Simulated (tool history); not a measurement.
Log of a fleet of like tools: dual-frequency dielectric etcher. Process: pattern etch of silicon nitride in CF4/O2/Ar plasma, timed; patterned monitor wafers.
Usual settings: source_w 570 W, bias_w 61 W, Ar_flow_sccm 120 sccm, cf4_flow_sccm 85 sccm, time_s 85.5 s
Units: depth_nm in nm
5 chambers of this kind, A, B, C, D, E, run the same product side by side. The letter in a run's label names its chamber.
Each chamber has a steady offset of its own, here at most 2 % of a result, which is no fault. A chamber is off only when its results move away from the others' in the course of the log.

| run | hour | source_w | bias_w | Ar_flow_sccm | cf4_flow_sccm | time_s | hours since the last wet clean | hours since the last source power generator calibration | hours since the last bias power generator calibration | hours since the last Ar flow controller change | hours since the last CF4 flow controller change | read-back reference wafer on the same gauge, depth_nm | depth_nm |
|---|---|---|---|---|---|---|---|---|---|---|---|---|---|
|  | 2.0 | chamber A: wet clean of the chamber |
| 1C | 11.2 | 570 | 61 | 120 | 85 | 85.5 | 253.6 | 2744.8 | 1772.2 | 1899.4 | 168.0 | 164.98 | 192.15 |
| 2B | 22.0 | 570 | 61 | 120 | 85 | 85.5 | 461.6 | 1674.4 | 4742.9 | 2384.1 | 1108.4 | 164.87 | 185.21 |
| 3D | 29.8 | 570 | 61 | 120 | 85 | 85.5 | 220.5 | 1443.4 | 2801.5 | 345.4 | 2538.0 | 165.05 | 190.90 |
| 4E | 38.5 | 570 | 61 | 120 | 85 | 85.5 | 128.0 | 508.2 | 3338.0 | 2494.8 | 4518.1 | 165.23 | 186.47 |
| 5A | 44.8 | 570 | 61 | 120 | 85 | 85.5 | 42.8 | 1441.3 | 3449.1 | 4291.0 | 2884.1 | 165.01 | 187.28 |
| 6A | 54.8 | 570 | 61 | 120 | 85 | 85.5 | 52.8 | 1451.3 | 3459.1 | 4301.0 | 2894.1 | 164.96 | 187.83 |
| 7E | 62.4 | 570 | 61 | 120 | 85 | 85.5 | 151.9 | 532.1 | 3361.9 | 2518.7 | 4542.0 | 164.66 | 185.76 |
| 8D | 70.8 | 570 | 61 | 120 | 85 | 85.5 | 261.5 | 1484.4 | 2842.5 | 386.4 | 2579.0 | 165.18 | 188.43 |
| 9C | 79.5 | 570 | 61 | 120 | 85 | 85.5 | 321.9 | 2813.1 | 1840.5 | 1967.7 | 236.3 | 164.95 | 190.92 |
| 10B | 85.9 | 570 | 61 | 120 | 85 | 85.5 | 525.5 | 1738.3 | 4806.8 | 2448.0 | 1172.3 | 165.01 | 186.52 |
| 11E | 92.4 | 570 | 61 | 120 | 85 | 85.5 | 181.9 | 562.1 | 3391.9 | 2548.7 | 4572.0 | 165.09 | 186.37 |
| 12C | 97.8 | 570 | 61 | 120 | 85 | 85.5 | 340.2 | 2831.4 | 1858.8 | 1986.0 | 254.6 | 164.90 | 188.93 |
| 13B | 108.8 | 570 | 61 | 120 | 85 | 85.5 | 548.4 | 1761.2 | 4829.7 | 2470.9 | 1195.2 | 165.12 | 185.80 |
|  | 112.4 | chamber B: wet clean of the chamber |
| 14A | 119.4 | 570 | 61 | 120 | 85 | 85.5 | 117.4 | 1515.9 | 3523.7 | 4365.6 | 2958.7 | 165.11 | 188.07 |
| 15D | 128.0 | 570 | 61 | 120 | 85 | 85.5 | 318.7 | 1541.6 | 2899.7 | 443.6 | 2636.2 | 164.83 | 187.27 |
| 16D | 138.1 | 570 | 61 | 120 | 85 | 85.5 | 328.8 | 1551.7 | 2909.8 | 453.7 | 2646.3 | 165.03 | 187.39 |
|  | 141.9 | chamber E: Ar flow controller replaced |
| 17E | 146.5 | 570 | 61 | 120 | 85 | 85.5 | 236.0 | 616.2 | 3446.0 | 4.7 | 4626.1 | 165.02 | 186.12 |
| 18C | 156.4 | 570 | 61 | 120 | 85 | 85.5 | 398.8 | 2890.0 | 1917.4 | 2044.6 | 313.2 | 164.84 | 191.14 |
| 19A | 167.2 | 570 | 51 | 120 | 103 | 85.5 | 165.2 | 1563.7 | 3571.5 | 4413.4 | 3006.5 | 164.81 | 178.41 |
| 20B | 175.5 | 570 | 51 | 120 | 103 | 85.5 | 63.1 | 1827.9 | 4896.4 | 2537.6 | 1261.9 | 165.06 | 178.86 |
| 21B | 184.6 | 570 | 51 | 120 | 103 | 85.5 | 72.2 | 1837.0 | 4905.5 | 2546.7 | 1271.0 | 164.96 | 178.18 |
| 22A | 190.8 | 570 | 51 | 120 | 103 | 85.5 | 188.8 | 1587.3 | 3595.1 | 4437.0 | 3030.1 | 165.20 | 177.41 |
| 23E | 203.1 | 570 | 51 | 120 | 103 | 85.5 | 292.6 | 672.8 | 3502.6 | 61.3 | 4682.7 | 164.97 | 177.24 |
|  | 204.1 | chamber C: wet clean of the chamber |
| 24D | 209.9 | 570 | 61 | 120 | 85 | 85.5 | 400.6 | 1623.5 | 2981.6 | 525.5 | 2718.1 | 164.75 | 186.73 |
| 25C | 217.3 | 570 | 61 | 120 | 85 | 85.5 | 13.2 | 2950.9 | 1978.3 | 2105.5 | 374.1 | 164.95 | 190.36 |
| 26E | 227.5 | 680 | 61 | 120 | 85 | 65.5 | 317.0 | 697.2 | 3527.0 | 85.7 | 4707.1 | 165.01 | 164.54 |
| 27A | 238.8 | 680 | 61 | 120 | 85 | 65.5 | 236.8 | 1635.3 | 3643.1 | 4485.0 | 3078.1 | 165.18 | 163.38 |
| 28C | 246.5 | 680 | 61 | 120 | 85 | 65.5 | 42.4 | 2980.1 | 2007.5 | 2134.7 | 403.3 | 165.06 | 172.15 |
| 29B | 258.2 | 680 | 61 | 120 | 85 | 65.5 | 145.8 | 1910.6 | 4979.1 | 2620.3 | 1344.6 | 165.01 | 164.61 |
| 30D | 269.3 | 680 | 61 | 120 | 85 | 65.5 | 460.0 | 1682.9 | 3041.0 | 584.9 | 2777.5 | 164.90 | 167.91 |
|  | 272.8 | chamber D: wet clean of the chamber |
| 31C | 276.8 | 570 | 61 | 120 | 85 | 85.5 | 72.7 | 3010.4 | 2037.8 | 2165.0 | 433.6 | 164.92 | 189.08 |
| 32D | 286.7 | 570 | 61 | 120 | 85 | 85.5 | 13.9 | 1700.3 | 3058.4 | 602.3 | 2794.9 | 164.85 | 186.65 |

What goes on in this fleet: one chamber off, a drifting gauge, or nothing beyond the chambers' own small offsets? Name the chamber and the cause, if any.

No chamber stands off beyond its own small offset, and the gauge holds steady.

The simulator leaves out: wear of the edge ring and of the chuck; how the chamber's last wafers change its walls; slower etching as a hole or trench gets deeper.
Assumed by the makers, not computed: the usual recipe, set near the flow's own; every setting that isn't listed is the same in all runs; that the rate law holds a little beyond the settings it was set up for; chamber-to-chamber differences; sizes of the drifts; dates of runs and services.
